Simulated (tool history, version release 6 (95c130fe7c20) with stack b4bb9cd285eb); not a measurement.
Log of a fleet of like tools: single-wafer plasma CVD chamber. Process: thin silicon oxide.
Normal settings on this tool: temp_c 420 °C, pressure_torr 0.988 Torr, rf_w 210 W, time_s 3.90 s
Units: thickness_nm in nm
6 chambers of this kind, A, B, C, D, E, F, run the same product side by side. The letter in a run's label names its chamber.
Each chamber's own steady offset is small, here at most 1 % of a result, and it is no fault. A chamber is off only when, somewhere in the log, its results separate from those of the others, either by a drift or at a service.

| run | hour | temp_c | pressure_torr | rf_w | time_s | hours since the last thermocouple change | hours since the last RF generator calibration | hours since the last manometer calibration | read-back reference wafer on the same gauge, thickness_nm | thickness_nm |
|---|---|---|---|---|---|---|---|---|---|---|
| 1B | 6.9 | 420 | 0.988 | 210 | 3.90 | 1783.3 | 1133.1 | 510.2 | 8.5267 | 7.2754 |
| 2D | 14.8 | 420 | 0.988 | 210 | 3.90 | 249.0 | 198.0 | 1600.6 | 8.5259 | 7.2916 |
| 3F | 20.3 | 420 | 0.988 | 210 | 3.90 | 1888.2 | 514.2 | 444.1 | 8.5325 | 7.3003 |
| 4A | 27.8 | 420 | 0.988 | 210 | 3.90 | 1032.3 | 618.4 | 250.3 | 8.5270 | 7.2019 |
| 5E | 32.8 | 420 | 0.988 | 210 | 3.90 | 1223.8 | 144.3 | 83.4 | 8.5358 | 7.2246 |
| 6C | 39.7 | 420 | 0.988 | 210 | 3.90 | 1496.4 | 2265.8 | 378.0 | 8.5307 | 7.2117 |
| 7A | 46.9 | 420 | 0.988 | 195 | 3.90 | 1051.4 | 637.5 | 269.4 | 8.5326 | 6.9907 |
| 8E | 55.2 | 420 | 0.988 | 195 | 3.90 | 1246.2 | 166.7 | 105.8 | 8.5339 | 6.9278 |
| 9C | 60.8 | 420 | 0.988 | 195 | 3.90 | 1517.5 | 2286.9 | 399.1 | 8.5290 | 6.8890 |
| 10D | 68.6 | 420 | 0.988 | 195 | 3.90 | 302.8 | 251.8 | 1654.4 | 8.5255 | 7.0131 |
| 11B | 75.4 | 420 | 0.988 | 195 | 3.90 | 1851.8 | 1201.6 | 578.7 | 8.5321 | 7.0322 |
| 12F | 82.0 | 420 | 0.988 | 195 | 3.90 | 1949.9 | 575.9 | 505.8 | 8.5309 | 7.0247 |
| 13E | 90.8 | 420 | 0.988 | 210 | 3.90 | 1281.8 | 202.3 | 141.4 | 8.5313 | 7.2218 |
| 14F | 97.0 | 420 | 0.988 | 210 | 3.90 | 1964.9 | 590.9 | 520.8 | 8.5287 | 7.2663 |
| 15B | 101.8 | 420 | 0.988 | 210 | 3.90 | 1878.2 | 1228.0 | 605.1 | 8.5310 | 7.3600 |
| 16D | 106.7 | 420 | 0.988 | 210 | 3.90 | 340.9 | 289.9 | 1692.5 | 8.5260 | 7.3375 |
| 17A | 115.4 | 420 | 0.988 | 210 | 3.38 | 1119.9 | 706.0 | 337.9 | 8.5264 | 6.2604 |
| 18C | 124.4 | 420 | 0.988 | 210 | 3.38 | 1581.1 | 2350.5 | 462.7 | 8.5318 | 6.2215 |
| 19C | 130.5 | 420 | 0.988 | 210 | 3.38 | 1587.2 | 2356.6 | 468.8 | 8.5308 | 6.1854 |
| 20F | 135.6 | 420 | 0.988 | 210 | 3.38 | 2003.5 | 629.5 | 559.4 | 8.5336 | 6.3439 |
| 21A | 139.8 | 420 | 0.988 | 210 | 3.38 | 1144.3 | 730.4 | 362.3 | 8.5306 | 6.2852 |
| 22E | 145.6 | 420 | 0.988 | 210 | 3.38 | 1336.6 | 257.1 | 196.2 | 8.5353 | 6.3088 |
| 23B | 154.8 | 420 | 0.988 | 210 | 3.90 | 1931.2 | 1281.0 | 658.1 | 8.5227 | 7.3986 |
| 24D | 163.9 | 420 | 0.988 | 190 | 3.90 | 398.1 | 347.1 | 1749.7 | 8.5394 | 6.9278 |
|  | 169.1 | chamber C: RF generator calibrated |
| 25F | 172.7 | 420 | 0.988 | 190 | 3.90 | 2040.6 | 666.6 | 596.5 | 8.5289 | 6.9696 |
| 26A | 179.4 | 420 | 0.988 | 190 | 3.90 | 1183.9 | 770.0 | 401.9 | 8.5320 | 6.8395 |
| 27E | 185.1 | 420 | 0.988 | 190 | 3.90 | 1376.1 | 296.6 | 235.7 | 8.5266 | 6.8464 |
| 28C | 190.9 | 420 | 0.988 | 190 | 3.90 | 1647.6 | 21.8 | 529.2 | 8.5256 | 6.7949 |
| 29B | 195.1 | 420 | 0.988 | 190 | 3.90 | 1971.5 | 1321.3 | 698.4 | 8.5323 | 7.0321 |
| 30D | 200.5 | 420 | 0.988 | 210 | 3.90 | 434.7 | 383.7 | 1786.3 | 8.5315 | 7.2909 |
| 31E | 206.8 | 420 | 0.988 | 210 | 3.90 | 1397.8 | 318.3 | 257.4 | 8.5326 | 7.2448 |
| 32C | 213.8 | 420 | 0.988 | 210 | 3.90 | 1670.5 | 44.7 | 552.1 | 8.5255 | 7.1838 |
| 33F | 220.8 | 420 | 0.988 | 210 | 3.90 | 2088.7 | 714.7 | 644.6 | 8.5251 | 7.2833 |
| 34B | 226.9 | 434 | 1.174 | 210 | 3.90 | 2003.3 | 1353.1 | 730.2 | 8.5342 | 8.2152 |
| 35A | 233.9 | 434 | 1.174 | 210 | 3.90 | 1238.4 | 824.5 | 456.4 | 8.5327 | 8.0101 |
| 36D | 239.4 | 434 | 1.174 | 210 | 3.90 | 473.6 | 422.6 | 1825.2 | 8.5250 | 8.0554 |
| 37B | 245.1 | 434 | 1.174 | 210 | 3.90 | 2021.5 | 1371.3 | 748.4 | 8.5274 | 8.2477 |
| 38C | 250.1 | 434 | 1.174 | 210 | 3.90 | 1706.8 | 81.0 | 588.4 | 8.5413 | 7.9584 |
| 39D | 254.4 | 434 | 1.174 | 210 | 3.90 | 488.6 | 437.6 | 1840.2 | 8.5281 | 8.0887 |
| 40F | 261.3 | 420 | 0.988 | 210 | 3.90 | 2129.2 | 755.2 | 685.1 | 8.5242 | 7.2620 |
| 41A | 268.7 | 420 | 0.988 | 210 | 3.90 | 1273.2 | 859.3 | 491.2 | 8.5267 | 7.2295 |

The same settings go to every chamber for the next run, one line per chamber below. Forecast the results for each:
| 42A | 275.5 | 420 | 0.988 | 210 | 3.90 |  |  |  |  | ? |
| 42B | 275.5 | 420 | 0.988 | 210 | 3.90 |  |  |  |  | ? |
| 42C | 275.5 | 420 | 0.988 | 210 | 3.90 |  |  |  |  | ? |
| 42D | 275.5 | 420 | 0.988 | 210 | 3.90 |  |  |  |  | ? |
| 42E | 275.5 | 420 | 0.988 | 210 | 3.90 |  |  |  |  | ? |
| 42F | 275.5 | 420 | 0.988 | 210 | 3.90 |  |  |  |  | ? |

| run | thickness_nm |
|---|---|
| 42A | 7.2220 |
| 42B | 7.4494 |
| 42C | 7.1418 |
| 42D | 7.3127 |
| 42E | 7.2468 |
| 42F | 7.2766 |
